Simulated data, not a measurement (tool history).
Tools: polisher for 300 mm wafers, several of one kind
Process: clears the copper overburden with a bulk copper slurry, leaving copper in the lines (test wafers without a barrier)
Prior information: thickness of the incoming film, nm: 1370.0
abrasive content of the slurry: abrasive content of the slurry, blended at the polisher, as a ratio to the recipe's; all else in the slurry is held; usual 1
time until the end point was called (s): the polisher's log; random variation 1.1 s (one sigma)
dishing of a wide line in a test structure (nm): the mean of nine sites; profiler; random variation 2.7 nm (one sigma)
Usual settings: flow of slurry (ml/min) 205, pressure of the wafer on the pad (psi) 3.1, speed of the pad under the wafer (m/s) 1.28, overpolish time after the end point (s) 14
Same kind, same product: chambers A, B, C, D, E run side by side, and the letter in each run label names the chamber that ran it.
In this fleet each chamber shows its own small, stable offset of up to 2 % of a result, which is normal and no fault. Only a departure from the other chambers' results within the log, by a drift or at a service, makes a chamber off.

run   hour  flow of slurry (ml/min)  pressure of the wafer on the pad (psi)  speed of the pad under the wafer (m/s)  abrasive content of the slurry  overpolish time after the end point (s)  time until the end point was called (s)  dishing of a wide line in a test structure (nm)
 1A    4.3                      205                                     3.1                                    1.28                               1                                       14                                   97.172                                           108.97
 2C    7.6                      205                                     3.1                                    1.28                               1                                       14                                   100.22                                           107.12
 3B   12.6                      205                                     3.1                                    1.28                               1                                       14                                   96.331                                           106.44
      15.4  -- chamber C: slurry blender recalibrated
 4E   17.5                      205                                     3.1                                    1.28                               1                                       14                                   97.798                                           111.81
      19.1  -- chamber A: worn pad replaced by a new one
 5D   21.4                      205                                     3.1                                    1.28                               1                                       14                                   98.744                                           104.99
        22  -- chamber C: head pressure recalibrated
 6C   24.8                      205                                     3.1                                    1.28                               1                                       14                                    99.43                                           106.24
 7E   27.2                      205                                     3.1                                    1.28                               1                                       14                                   98.547                                           105.11
 8D   31.8                      205                                     3.1                                    1.28                               1                                       14                                   96.606                                           109.62
 9B   36.7                      205                                     3.1                                    1.28                               1                                       14                                   98.289                                            105.5
      37.8  -- chamber D: slurry blender recalibrated
10A   40.7                      205                                     3.1                                    1.28                               1                                       14                                   98.638                                           107.29
11E   45.5                      205                                     3.1                                    1.28                               1                                       14                                   97.178                                           110.31
12B   48.2                      205                                     3.1                                    1.28                               1                                       14                                    98.84                                           109.06
      50.5  -- chamber B: worn pad replaced by a new one
      51.6  -- chamber D: worn pad replaced by a new one
13D   52.6                      205                                     3.1                                    1.28                               1                                       14                                   97.298                                           106.55
14A   56.9                      205                                     4.1                                    1.14                               1                                       14                                    83.96                                           126.82
      58.3  -- chamber A: slurry blender recalibrated
15C   61.8                      205                                     4.1                                    1.14                               1                                       14                                   82.541                                            123.8
16D   65.7                      205                                     4.1                                    1.14                               1                                       14                                   83.586                                           122.84
17A   68.7                      205                                     4.1                                    1.14                               1                                       14                                   84.968                                           123.43
18E   71.4                      205                                     4.1                                    1.14                               1                                       14                                    83.07                                           119.88
      71.9  -- chamber E: worn pad replaced by a new one
19B     75                      205                                     3.1                                    1.28                               1                                       14                                   99.756                                            106.4
20C   78.5                      205                                     3.1                                    1.28                               1                                       14                                   101.03                                           106.34
21E     83                      205                                     3.1                                    1.28                               1                                       14                                   96.411                                           105.24
22C   86.1                      205                                     3.1                                    1.56                               1                                       14                                   81.509                                           122.87
23B   90.5                      205                                     3.1                                    1.56                               1                                       14                                   79.661                                           116.22
24A     95                      205                                     3.1                                    1.56                               1                                       14                                   79.778                                           114.52
25D   97.6                      205                                     3.1                                    1.56                               1                                       14                                    84.04                                           118.22
26A  101.5                      205                                     3.1                                    1.56                               1                                       14                                   81.965                                           121.01
27E  105.4                      205                                     3.1                                    1.28                               1                                       14                                   98.783                                           107.98
     105.9  -- chamber C: worn pad replaced by a new one
28C  107.6                      205                                     3.1                                    1.28                               1                                       14                                   100.51                                           105.54
29D  110.7                      205                                     3.1                                    1.28                               1                                       14                                   103.69                                           102.41
30B  115.2                      205                                     3.1                                    1.28                               1                                       14                                   96.678                                           109.39
31E  119.1                      205                                     3.1                                    1.28                               1                                       14                                   98.228                                           106.47
32D  123.8                      205                                     3.1                                    1.28                               1                                       14                                   104.83                                           98.818
33B  128.3                      205                                     3.1                                    1.28                               1                                       14                                    96.97                                           105.49
34C  131.9                      205                                     3.8                                    1.28                               1                                       10                                   79.943                                           105.18
35A  136.1                      205                                     3.8                                    1.28                               1                                       10                                    79.57                                           93.966
36A  140.3                      205                                     3.8                                    1.28                               1                                       10                                   79.594                                           102.61
37C  143.9                      205                                     3.8                                    1.28                               1                                       10                                   79.882                                           103.02
38B  146.7                      205                                     3.8                                    1.28                               1                                       10                                   78.538                                           98.227
     147.4  -- chamber E: slurry blender recalibrated
39E  150.9                      205                                     3.1                                    1.28                               1                                       14                                   97.691                                            105.6
40D  155.8                      205                                     3.1                                    1.28                               1                                       14                                   109.54                                           91.973
41D  159.5                      205                                     3.1                                    1.28                               1                                       14                                   110.75                                           93.118

Which is it: a chamber that has drifted or been left off by a service, a gauge drift common to all chambers, or only each chamber's usual small offset? If a chamber is off, name it and its likeliest cause.

It is chamber D that slowly wanders off from its peers.
Likeliest cause: head's pressure below its setpoint, % = 10.3.
With only this log, it may be confused with: removal rate lost through wear of the pad, %.

Chamber D could run next with any of the 4 candidate recipes listed below; each alters the usual settings, and their results appear as question marks. Which one brings its results back in line with what the other chambers deliver on the usual settings?
Allowed miss from the other chambers' usual-settings mean, per result, to count as in line: time until the end point was called (s) 3.8; dishing of a wide line in a test structure (nm) 9.3
42D-1  163.1                      205                                     2.8                                    1.16                               1                                       13                                        ?                                                ?
42D-2  163.1                      205                                     2.9                                    1.22                               1                                       14                                        ?                                                ?
42D-3  163.1                      205                                     3.4                                     1.4                               1                                       15                                        ?                                                ?
42D-4  163.1                      205                                     3.3                                    1.34                               1                                       14                                        ?                                                ?

Usual-settings mean across the other chambers: time until the end point was called (s) 98.003; dishing of a wide line in a test structure (nm) 107.48
  run  time until the end point was called (s)  dishing of a wide line in a test structure (nm)
42D-1                                   134.09                                           79.683
42D-2                                    123.1                                           89.624
42D-3                                     91.5                                           116.41
42D-4                                   98.496                                           106.02
With 42D-4, the chamber falls back in line with the rest.
